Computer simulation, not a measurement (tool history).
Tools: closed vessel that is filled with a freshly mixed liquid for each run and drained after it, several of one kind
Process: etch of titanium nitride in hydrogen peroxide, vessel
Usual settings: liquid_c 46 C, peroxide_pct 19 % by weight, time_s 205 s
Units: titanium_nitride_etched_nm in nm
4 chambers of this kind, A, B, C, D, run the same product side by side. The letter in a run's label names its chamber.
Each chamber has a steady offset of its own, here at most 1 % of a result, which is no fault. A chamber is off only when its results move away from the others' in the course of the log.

| run | day | liquid_c | peroxide_pct | time_s | hours since the thermometer was replaced | hours since the peroxide flow meter was replaced | hours since the drum of peroxide was connected | read-back film thickness of the titanium nitride reference wafer, read on the same gauge (nm) | titanium_nitride_etched_nm |
|---|---|---|---|---|---|---|---|---|---|
| 1D | 0.171 | 46 | 19 | 205 | 1928.1 | 694.2 | 447.8 | 130.04 | 10.9260 |
| 2B | 0.283 | 46 | 19 | 205 | 702.8 | 262.4 | 81.7 | 130.02 | 10.9520 |
| 3C | 0.446 | 46 | 19 | 205 | 250.5 | 989.1 | 183.7 | 129.99 | 10.8210 |
| 4A | 0.592 | 46 | 19 | 205 | 83.7 | 175.5 | 343.7 | 130.01 | 11.0890 |
| 5A | 0.762 | 46 | 19 | 205 | 87.8 | 179.6 | 347.8 | 130.02 | 10.8920 |
| 6D | 0.925 | 46 | 19 | 160 | 1946.2 | 712.3 | 465.9 | 129.99 | 8.4408 |
| 7C | 1.017 | 46 | 19 | 160 | 264.2 | 1002.8 | 197.4 | 129.99 | 8.4497 |
| 8B | 1.167 | 46 | 19 | 160 | 724.0 | 283.6 | 102.9 | 130.01 | 8.4598 |
| 9C | 1.254 | 46 | 19 | 160 | 269.9 | 1008.5 | 203.1 | 129.98 | 8.4448 |
| 10D | 1.379 | 46 | 19 | 205 | 1957.1 | 723.2 | 476.8 | 130.01 | 10.9890 |
| 11B | 1.546 | 46 | 19 | 205 | 733.1 | 292.7 | 112.0 | 130.01 | 10.9580 |
| 12A | 1.679 | 46 | 19 | 205 | 109.8 | 201.6 | 369.8 | 130.02 | 11.0480 |
| 13D | 1.812 | 46 | 19 | 205 | 1967.5 | 733.6 | 487.2 | 130.03 | 11.0740 |
| 14C | 1.921 | 46 | 19 | 205 | 285.9 | 1024.5 | 219.1 | 130.00 | 10.8750 |
| 15A | 2.108 | 46 | 19 | 205 | 120.1 | 211.9 | 380.1 | 130.03 | 10.9290 |
| 16B | 2.229 | 46 | 19 | 205 | 749.5 | 309.1 | 128.4 | 130.00 | 10.9100 |
| 17A | 2.333 | 46 | 19 | 205 | 125.5 | 217.3 | 385.5 | 130.01 | 10.8860 |
| 18D | 2.454 | 46 | 19 | 205 | 1982.9 | 749.0 | 502.6 | 129.99 | 10.9120 |
| 19C | 2.654 | 46 | 19 | 205 | 303.5 | 1042.1 | 236.7 | 129.99 | 10.7760 |
| 20B | 2.821 | 46 | 19 | 205 | 763.7 | 323.3 | 142.6 | 129.96 | 10.8090 |
| 21D | 2.921 | 46 | 19 | 205 | 1994.1 | 760.2 | 513.8 | 129.98 | 10.9680 |
| 22C | 3.012 | 46 | 19 | 205 | 312.1 | 1050.7 | 245.3 | 129.97 | 10.7740 |
| 23A | 3.125 | 46 | 17 | 205 | 144.5 | 236.3 | 404.5 | 130.02 | 10.6130 |
| 24B | 3.300 | 46 | 17 | 205 | 775.2 | 334.8 | 154.1 | 129.99 | 10.5840 |
| 25B | 3.454 | 46 | 17 | 205 | 778.9 | 338.5 | 157.8 | 130.04 | 10.4870 |
| 26C | 3.600 | 46 | 17 | 205 | 326.2 | 1064.8 | 259.4 | 129.97 | 10.5520 |
| 27D | 3.733 | 46 | 19 | 205 | 2013.6 | 779.7 | 533.3 | 130.01 | 10.8420 |
| 28A | 3.821 | 46 | 19 | 265 | 161.2 | 253.0 | 421.2 | 129.98 | 14.1730 |
| 29B | 3.938 | 46 | 19 | 265 | 790.5 | 350.1 | 169.4 | 129.98 | 13.7650 |
| 30A | 4.129 | 46 | 19 | 265 | 168.6 | 260.4 | 428.6 | 130.01 | 14.1290 |
| 31D | 4.308 | 46 | 19 | 265 | 2027.4 | 793.5 | 547.1 | 129.99 | 14.0340 |
| 32C | 4.475 | 46 | 19 | 205 | 347.2 | 1085.8 | 280.4 | 129.94 | 10.7660 |
| 33C | 4.671 | 46 | 21 | 285 | 351.9 | 1090.5 | 285.1 | 129.96 | 15.3490 |
| 34B | 4.779 | 46 | 21 | 285 | 810.7 | 370.3 | 189.6 | 130.03 | 14.9310 |
| 35A | 4.900 | 46 | 21 | 285 | 187.1 | 278.9 | 447.1 | 130.01 | 15.4120 |
| 36D | 5.004 | 46 | 21 | 285 | 2044.1 | 810.2 | 563.8 | 130.01 | 15.4080 |
| 37D | 5.117 | 46 | 19 | 205 | 2046.8 | 812.9 | 566.5 | 130.00 | 10.8110 |
| 38C | 5.242 | 46 | 19 | 205 | 365.6 | 1104.2 | 298.8 | 130.02 | 10.9500 |
| 39B | 5.342 | 46 | 19 | 205 | 824.2 | 383.8 | 203.1 | 129.99 | 10.6090 |
| 40A | 5.508 | 46 | 19 | 205 | 201.7 | 293.5 | 461.7 | 130.01 | 11.0040 |
| 41B | 5.633 | 46 | 19 | 205 | 831.2 | 390.8 | 210.1 | 129.99 | 10.6370 |
| 42C | 5.721 | 46 | 19 | 205 | 377.1 | 1115.7 | 310.3 | 130.03 | 10.8800 |
| 43A | 5.854 | 46 | 19 | 205 | 210.0 | 301.8 | 470.0 | 129.97 | 10.9990 |

Is one chamber off against the others, does the gauge drift, or is nothing wrong? If a chamber is off, say which, and what the likeliest cause is.

Chamber B drifts away from the others.
Cause: liquid colder than its thermometer reads (K) = 0.444.
The log may not tell that from: peroxide flow below the setpoint (%).

Here are 4 candidates for chamber B's next run, each the usual settings with a change, their results left as question marks. Which one brings its results back in line with what the others give on the usual settings?
In line means no further than this from the other chambers' mean on the usual settings: titanium_nitride_etched_nm 0.2300 nm
| 44B-1 | 6.000 | 46 | 19 | 200 |  |  |  |  | ? |
| 44B-2 | 6.000 | 46 | 19 | 190 |  |  |  |  | ? |
| 44B-3 | 6.000 | 46 | 19 | 220 |  |  |  |  | ? |
| 44B-4 | 6.000 | 46 | 22 | 205 |  |  |  |  | ? |

The other chambers' mean on the usual settings: titanium_nitride_etched_nm 10.8910 nm
| run | titanium_nitride_etched_nm |
|---|---|
| 44B-1 | 10.2700 |
| 44B-2 | 9.7561 |
| 44B-3 | 11.2970 |
| 44B-4 | 10.8580 |
44B-4 brings the chamber back in line.

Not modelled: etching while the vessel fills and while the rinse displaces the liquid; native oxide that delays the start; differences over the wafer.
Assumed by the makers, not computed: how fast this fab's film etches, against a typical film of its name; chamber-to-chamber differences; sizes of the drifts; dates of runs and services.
